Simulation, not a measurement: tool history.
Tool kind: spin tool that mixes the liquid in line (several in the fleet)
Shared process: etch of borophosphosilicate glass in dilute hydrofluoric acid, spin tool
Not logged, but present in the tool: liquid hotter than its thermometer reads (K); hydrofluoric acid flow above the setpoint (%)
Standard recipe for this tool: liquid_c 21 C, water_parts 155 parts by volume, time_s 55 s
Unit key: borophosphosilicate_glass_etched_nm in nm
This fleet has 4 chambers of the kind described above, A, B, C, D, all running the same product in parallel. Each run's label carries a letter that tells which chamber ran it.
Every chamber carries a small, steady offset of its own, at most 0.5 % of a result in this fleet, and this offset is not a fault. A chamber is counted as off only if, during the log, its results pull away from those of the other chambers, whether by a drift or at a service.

| run | hour | liquid_c | water_parts | time_s | hours since the thermometer was replaced | hours since the hydrofluoric acid flow meter was replaced | read-back film thickness of the borophosphosilicate glass reference wafer, read on the same gauge (nm) | borophosphosilicate_glass_etched_nm |
|---|---|---|---|---|---|---|---|---|
| 1D | 5.6 | 21 | 155 | 55 | 1609.8 | 891.3 | 120.02 | 13.472 |
| 2B | 11.8 | 21 | 155 | 55 | 721.5 | 1728.7 | 119.99 | 13.464 |
| 3A | 18.6 | 21 | 155 | 55 | 898.5 | 588 | 120.01 | 13.575 |
| 4C | 26.9 | 21 | 155 | 55 | 1426.3 | 179.9 | 120.01 | 13.59 |
| 5C | 36.7 | 21 | 155 | 55 | 1436.1 | 189.7 | 119.99 | 13.582 |
| 6B | 43.4 | 21 | 155 | 55 | 753.1 | 1760.3 | 120.01 | 13.345 |
|  | 50.3 | chamber D: hydrofluoric acid flow meter replaced |
| 7D | 53.7 | 21 | 155 | 55 | 1657.9 | 3.4 | 119.99 | 13.497 |
| 8A | 59.1 | 21 | 155 | 55 | 939 | 628.5 | 120.02 | 13.446 |
| 9A | 64 | 21 | 155 | 55 | 943.9 | 633.4 | 119.97 | 13.512 |
| 10D | 72.8 | 21 | 155 | 55 | 1677 | 22.5 | 119.99 | 13.401 |
|  | 77.2 | chamber A: hydrofluoric acid flow meter replaced |
|  | 77.4 | chamber B: hydrofluoric acid flow meter replaced |
| 11C | 82.2 | 21 | 155 | 55 | 1481.6 | 235.2 | 119.99 | 13.309 |
| 12B | 87.5 | 21 | 155 | 55 | 797.2 | 10.1 | 120.01 | 13.297 |
| 13D | 92.3 | 18 | 155 | 55 | 1696.5 | 42 | 119.99 | 12.098 |
| 14A | 96.8 | 18 | 155 | 55 | 976.7 | 19.6 | 120.02 | 11.973 |
| 15C | 104.5 | 18 | 155 | 55 | 1503.9 | 257.5 | 119.98 | 11.783 |
| 16B | 114 | 18 | 155 | 55 | 823.7 | 36.6 | 119.98 | 11.814 |
| 17A | 120.7 | 21 | 155 | 55 | 1000.6 | 43.5 | 119.99 | 13.387 |
| 18D | 129.5 | 21 | 155 | 55 | 1733.7 | 79.2 | 120 | 13.596 |
| 19B | 138.6 | 21 | 155 | 55 | 848.3 | 61.2 | 119.99 | 13.325 |
| 20C | 143.3 | 21 | 155 | 55 | 1542.7 | 296.3 | 119.99 | 13.4 |
| 21D | 151.1 | 21 | 155 | 55 | 1755.3 | 100.8 | 120.01 | 13.405 |
| 22B | 160 | 21 | 155 | 55 | 869.7 | 82.6 | 120.01 | 13.419 |
| 23A | 165.4 | 18 | 120 | 55 | 1045.3 | 88.2 | 120.01 | 15.815 |
| 24C | 170.5 | 18 | 120 | 55 | 1569.9 | 323.5 | 119.99 | 16.067 |
| 25C | 179.3 | 18 | 120 | 55 | 1578.7 | 332.3 | 120.02 | 16.096 |
| 26A | 188 | 18 | 120 | 55 | 1067.9 | 110.8 | 119.99 | 15.896 |
| 27B | 197.3 | 21 | 155 | 55 | 907 | 119.9 | 120.01 | 13.281 |

One chamber off, gauge drift, or nothing amiss beyond the chambers' own small offsets? If it is a chamber, which one, and what is the likeliest cause?

Beyond each chamber's small constant offset nothing stands out, and the gauge stays steady.
